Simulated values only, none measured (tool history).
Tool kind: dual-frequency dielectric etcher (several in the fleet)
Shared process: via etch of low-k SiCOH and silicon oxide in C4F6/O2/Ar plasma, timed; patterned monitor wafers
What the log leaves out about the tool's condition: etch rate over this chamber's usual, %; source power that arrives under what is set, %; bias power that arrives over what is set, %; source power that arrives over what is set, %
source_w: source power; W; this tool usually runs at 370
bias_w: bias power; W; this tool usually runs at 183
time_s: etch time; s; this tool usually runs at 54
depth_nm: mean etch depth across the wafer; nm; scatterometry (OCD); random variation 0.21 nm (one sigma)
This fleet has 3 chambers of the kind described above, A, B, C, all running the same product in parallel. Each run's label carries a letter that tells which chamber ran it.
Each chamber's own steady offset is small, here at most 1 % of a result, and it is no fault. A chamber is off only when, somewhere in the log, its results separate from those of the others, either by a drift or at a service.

run   hour  source_w  bias_w  time_s  hours since the last wet clean  hours since the last source power generator calibration  hours since the last bias power generator calibration  read-back reference wafer on the same gauge, depth_nm  depth_nm
 1C    5.3       370     183      54                           249.5                                                   2632.8                                                 1603.1                                                 123.07    137.64
 2A   13.5       370     183      54                             403                                                    224.5                                                 3554.6                                                 123.06    136.27
 3B   19.8       370     183      54                           357.3                                                   2649.5                                                  242.5                                                  123.1    137.72
 4B   25.3       370     183      54                           362.8                                                     2655                                                    248                                                 123.09     137.5
 5A   29.2       370     183      54                           418.7                                                    240.2                                                 3570.3                                                 123.14    136.48
 6C   35.8       370     183      54                             280                                                   2663.3                                                 1633.6                                                 123.14    138.05
 7A   40.4       420     224      54                           429.9                                                    251.4                                                 3581.5                                                  123.2    153.24
 8C     46       420     224      54                           290.2                                                   2673.5                                                 1643.8                                                 123.21    155.23
 9B   50.9       420     224      54                           388.4                                                   2680.6                                                  273.6                                                 123.27    154.52
10C   54.5       370     183      54                           298.7                                                     2682                                                 1652.3                                                 123.33    138.42
11B   60.6       370     183      54                           398.1                                                   2690.3                                                  283.3                                                 123.29     138.2
12A     66       370     183      54                           455.5                                                      277                                                 3607.1                                                 123.33    136.37
13C     73       370     197    61.5                           317.2                                                   2700.5                                                 1670.8                                                 123.35    161.08
14A   77.2       370     197    61.5                           466.7                                                    288.2                                                 3618.3                                                 123.39     158.8
      78.4  -- chamber B: wet clean of the chamber
15B   82.4       370     197    61.5                               4                                                   2712.1                                                  305.1                                                 123.41    161.14
16A   88.7       370     183      54                           478.2                                                    299.7                                                 3629.8                                                 123.45    136.72
17C   92.4       370     183      54                           336.6                                                   2719.9                                                 1690.2                                                 123.47    138.51
18B  100.1       370     183      54                            21.7                                                   2729.8                                                  322.8                                                 123.53    137.84
19A  105.5       370     183      54                             495                                                    316.5                                                 3646.6                                                 123.55    136.57
20B  111.8       410     183    60.5                            33.4                                                   2741.5                                                  334.5                                                 123.59    160.79
21C    120       410     183    60.5                           364.2                                                   2747.5                                                 1717.8                                                 123.65    161.41
22A  125.3       410     183    60.5                           514.8                                                    336.3                                                 3666.4                                                 123.63    159.75
23B  133.3       370     183      54                            54.9                                                     2763                                                    356                                                 123.68    137.95
24C  139.1       370     183      54                           383.3                                                   2766.6                                                 1736.9                                                 123.71    138.46
25B  143.4       330     183    41.5                              65                                                   2773.1                                                  366.1                                                 123.71    101.63
26A  149.4       330     183    41.5                           538.9                                                    360.4                                                 3690.5                                                 123.75    100.51

Is one chamber off against the others, does the gauge drift, or is nothing wrong? If a chamber is off, say which, and what the likeliest cause is.

The gauge drifts, so all chambers seem to drift together. No chamber is off.
What lies behind it: gauge reads high (%) = 0.641.

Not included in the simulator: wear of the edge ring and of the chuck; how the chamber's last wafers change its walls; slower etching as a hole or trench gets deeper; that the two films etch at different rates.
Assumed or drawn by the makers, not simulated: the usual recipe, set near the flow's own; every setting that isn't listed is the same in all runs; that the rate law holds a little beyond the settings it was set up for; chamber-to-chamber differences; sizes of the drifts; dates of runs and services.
